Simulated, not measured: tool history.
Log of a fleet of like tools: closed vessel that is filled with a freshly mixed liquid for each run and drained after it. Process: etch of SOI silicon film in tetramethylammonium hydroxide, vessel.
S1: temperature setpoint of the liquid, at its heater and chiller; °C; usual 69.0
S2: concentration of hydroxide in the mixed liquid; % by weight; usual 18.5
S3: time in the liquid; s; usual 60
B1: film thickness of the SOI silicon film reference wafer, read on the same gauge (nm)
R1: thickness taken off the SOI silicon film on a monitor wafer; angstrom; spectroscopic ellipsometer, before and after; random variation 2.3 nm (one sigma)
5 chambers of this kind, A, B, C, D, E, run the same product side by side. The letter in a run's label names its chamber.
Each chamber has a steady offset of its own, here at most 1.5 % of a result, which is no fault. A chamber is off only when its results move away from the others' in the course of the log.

run    day    S1    S2  S3       B1      R1
 1D  0.225  69.0  18.5  60   99.991  3321.6
 2E  0.421  69.0  18.5  60   99.971  3305.6
 3A  0.638  69.0  18.5  60   99.962  3290.5
 4B  0.833  69.0  18.5  60   99.983  3298.3
 5C  0.992  69.0  18.5  60   99.979  3353.7
 6A  1.138  69.0  18.5  60  100.010  3258.0
 7C  1.312  69.0  18.5  60  100.010  3367.0
     1.412  -- chamber C: hydroxide flow meter replaced
 8E  1.479  69.0  18.5  60   99.991  3327.7
 9D  1.604  69.0  18.5  60   99.988  3320.8
10B  1.792  69.0  18.5  60   99.974  3351.9
11D  1.942  69.0  18.5  60   99.983  3265.9
12A  2.100  69.0  18.5  60   99.984  3258.4
13B  2.212  69.0  18.5  60   99.969  3282.8
14E  2.450  69.0  18.5  60  100.020  3328.1
15C  2.588  71.5  18.5  60   99.968  3856.7
16D  2.725  71.5  18.5  60  100.010  3840.4
17C  2.942  71.5  18.5  60  100.030  3900.4
18B  3.054  71.5  18.5  60   99.973  3859.8
19A  3.167  71.5  18.5  60   99.987  3779.5
20E  3.296  69.0  18.5  60  100.020  3337.4
21A  3.471  69.0  18.5  60  100.020  3287.3
22E  3.583  69.0  18.5  60   99.971  3322.4
23C  3.712  69.0  18.5  60  100.010  3425.8
24B  3.846  64.0  18.5  30  100.010  1227.8
25D  4.033  64.0  18.5  30   99.952  1235.2
26D  4.225  64.0  18.5  30  100.010  1230.2
27A  4.462  64.0  18.5  30   99.974  1199.5
28C  4.592  64.0  18.5  30   99.964  1264.6
     4.692  -- chamber D: thermometer replaced
29B  4.838  69.0  22.0  75  100.020  3837.7
30E  4.988  69.0  22.0  75   99.987  3835.0
31E  5.221  69.0  22.0  75   99.988  3787.7
32C  5.379  69.0  22.0  75   99.972  3987.6
33A  5.588  69.0  22.0  75   99.993  3731.8
34D  5.800  69.0  18.5  60   99.986  3287.8
35B  6.029  69.0  18.5  60   99.977  3326.4
36C  6.204  69.0  18.5  60  100.000  3509.3
37B  6.433  69.0  17.0  60   99.966  3412.5

All 5 chambers run these settings next. Forecast each chamber's results:
38A  6.612  69.0  18.5  60       ?
38B  6.612  69.0  18.5  60       ?
38C  6.612  69.0  18.5  60       ?
38D  6.612  69.0  18.5  60       ?
38E  6.612  69.0  18.5  60       ?

run      R1
38A  3254.2
38B  3315.0
38C  3542.6
38D  3283.9
38E  3319.8
